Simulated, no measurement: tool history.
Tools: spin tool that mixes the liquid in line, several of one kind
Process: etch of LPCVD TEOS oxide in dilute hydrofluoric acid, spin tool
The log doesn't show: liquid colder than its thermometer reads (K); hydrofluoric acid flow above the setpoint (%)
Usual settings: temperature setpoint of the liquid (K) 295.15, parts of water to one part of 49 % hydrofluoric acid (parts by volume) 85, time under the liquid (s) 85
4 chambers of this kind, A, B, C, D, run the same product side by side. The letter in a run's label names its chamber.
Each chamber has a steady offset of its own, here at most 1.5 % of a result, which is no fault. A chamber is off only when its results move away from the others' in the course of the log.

run	hour	temperature setpoint of the liquid (K)	parts of water to one part of 49 % hydrofluoric acid (parts by volume)	time under the liquid (s)	hours since the thermometer was replaced	hours since the hydrofluoric acid flow meter was replaced	read-back film thickness of the LPCVD TEOS oxide reference wafer, read on the same gauge (nm)	thickness taken off the LPCVD TEOS oxide on a monitor wafer (nm)
1A	6.1	295.15	85	85	449	1592	110.01	15.799
2B	14.6	295.15	85	85	781.6	1255.4	110	15.681
3C	19.9	295.15	85	85	486.5	991.9	109.98	15.932
4D	27.8	295.15	85	85	92.1	131.5	110.02	16.125
5D	32.1	295.15	85	85	96.4	135.8	110	16.243
6A	38.1	295.15	85	85	481	1624	109.98	15.947
7C	42.5	295.15	85	85	509.1	1014.5	110.02	15.889
8B	49.7	295.15	85	85	816.7	1290.5	110	15.495
9D	57.5	295.15	85	85	121.8	161.2	110.02	16.019
10A	66	295.15	85	85	508.9	1651.9	109.98	15.939
11C	70.6	295.15	85	85	537.2	1042.6	110	15.935
12B	78.3	295.15	85	85	845.3	1319.1	110	15.743
13A	87	299.65	70	85	529.9	1672.9	110.02	23.347
14C	93.7	299.65	70	85	560.3	1065.7	110	23.772
15B	97.8	299.65	70	85	864.8	1338.6	110.02	23.062
16D	102	299.65	70	85	166.3	205.7	110.01	24.255
17C	108.9	295.15	85	85	575.5	1080.9	110	16.009
18A	114.5	295.15	85	85	557.4	1700.4	109.99	15.893
19D	122.7	295.15	85	85	187	226.4	109.98	16.397
20B	130.9	295.15	85	85	897.9	1371.7	110.03	15.584
21A	138.1	292.65	50	85	581	1724	110	25.388
22B	146.7	292.65	50	85	913.7	1387.5	110.03	24.704
23C	153.8	292.65	50	85	620.4	1125.8	110	24.991
24D	158.4	292.65	50	85	222.7	262.1	109.99	26.473
# hour 162.1: chamber C: hydrofluoric acid flow meter replaced
25C	162.6	295.15	85	85	629.2	0.6	109.98	15.869
26D	170.9	295.15	85	85	235.2	274.6	110.01	16.445
27A	175.7	295.15	85	85	618.6	1761.6	109.99	15.991
28B	180.6	295.15	85	85	947.6	1421.4	110	15.673
29C	187.2	295.15	85	85	653.8	25.2	110.02	15.898
30D	191.6	295.15	85	85	255.9	295.3	109.98	16.754
31A	195.7	292.15	85	115	638.6	1781.6	110.02	19.148
32B	199.6	292.15	85	115	966.6	1440.4	110.01	18.925
33B	207.6	292.15	85	115	974.6	1448.4	109.98	18.74
34D	212.3	292.15	85	115	276.6	316	110	20.008

Next, every chamber runs the same settings. What will each give?
35A	218.7	295.15	85	85				?
35B	218.7	295.15	85	85				?
35C	218.7	295.15	85	85				?
35D	218.7	295.15	85	85				?

run	thickness taken off the LPCVD TEOS oxide on a monitor wafer (nm)
35A	15.992
35B	15.646
35C	15.951
35D	16.737
